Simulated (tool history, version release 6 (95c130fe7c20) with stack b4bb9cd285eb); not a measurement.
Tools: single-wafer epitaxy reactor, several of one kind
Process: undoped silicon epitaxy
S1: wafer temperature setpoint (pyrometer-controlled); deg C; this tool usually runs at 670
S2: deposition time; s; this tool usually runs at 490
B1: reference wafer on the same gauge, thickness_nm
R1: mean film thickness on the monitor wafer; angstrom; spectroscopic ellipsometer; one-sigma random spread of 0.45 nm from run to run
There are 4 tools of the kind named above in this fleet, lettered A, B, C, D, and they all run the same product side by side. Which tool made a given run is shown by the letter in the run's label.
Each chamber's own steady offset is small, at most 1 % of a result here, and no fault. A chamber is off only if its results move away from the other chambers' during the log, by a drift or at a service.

run	hour	S1	S2	B1	R1
1D	8.2	670	490	121.02	1256.4
2A	16.4	670	490	120.98	1247.0
3B	23.1	670	490	120.96	1261.4
4C	30.1	670	490	121.03	1265.4
5C	37.6	670	490	120.94	1266.6
6B	44.4	670	490	121.01	1269.2
7A	51.4	670	490	120.97	1253.3
8D	56.3	670	490	121.11	1249.8
9D	64.1	670	490	121.04	1249.4
10C	71.7	670	490	120.97	1270.7
11B	77.3	670	490	120.97	1258.5
12A	84.7	670	490	121.05	1249.9
13C	92.4	670	490	120.92	1265.5
14B	96.7	670	490	120.94	1260.2
15A	102.0	658	564	120.99	1120.0
16D	108.6	658	564	120.99	1113.4
17A	113.2	658	564	121.01	1122.8
18C	122.0	658	564	121.09	1133.6
19B	127.2	670	490	120.88	1261.8
20D	131.2	670	490	121.09	1256.0
21C	137.3	670	490	121.06	1269.8
22A	143.6	683	437	120.93	1454.2
23D	147.8	683	437	120.93	1466.8
24B	153.9	683	437	120.99	1470.5
25A	160.0	683	437	120.99	1452.4
26C	165.1	670	490	120.98	1266.7

Predict what each chamber gives when all 4 of them run the settings below next.
27A	171.8	670	490		?
27B	171.8	670	490		?
27C	171.8	670	490		?
27D	171.8	670	490		?

run	R1
27A	1245.8
27B	1262.1
27C	1264.0
27D	1255.9
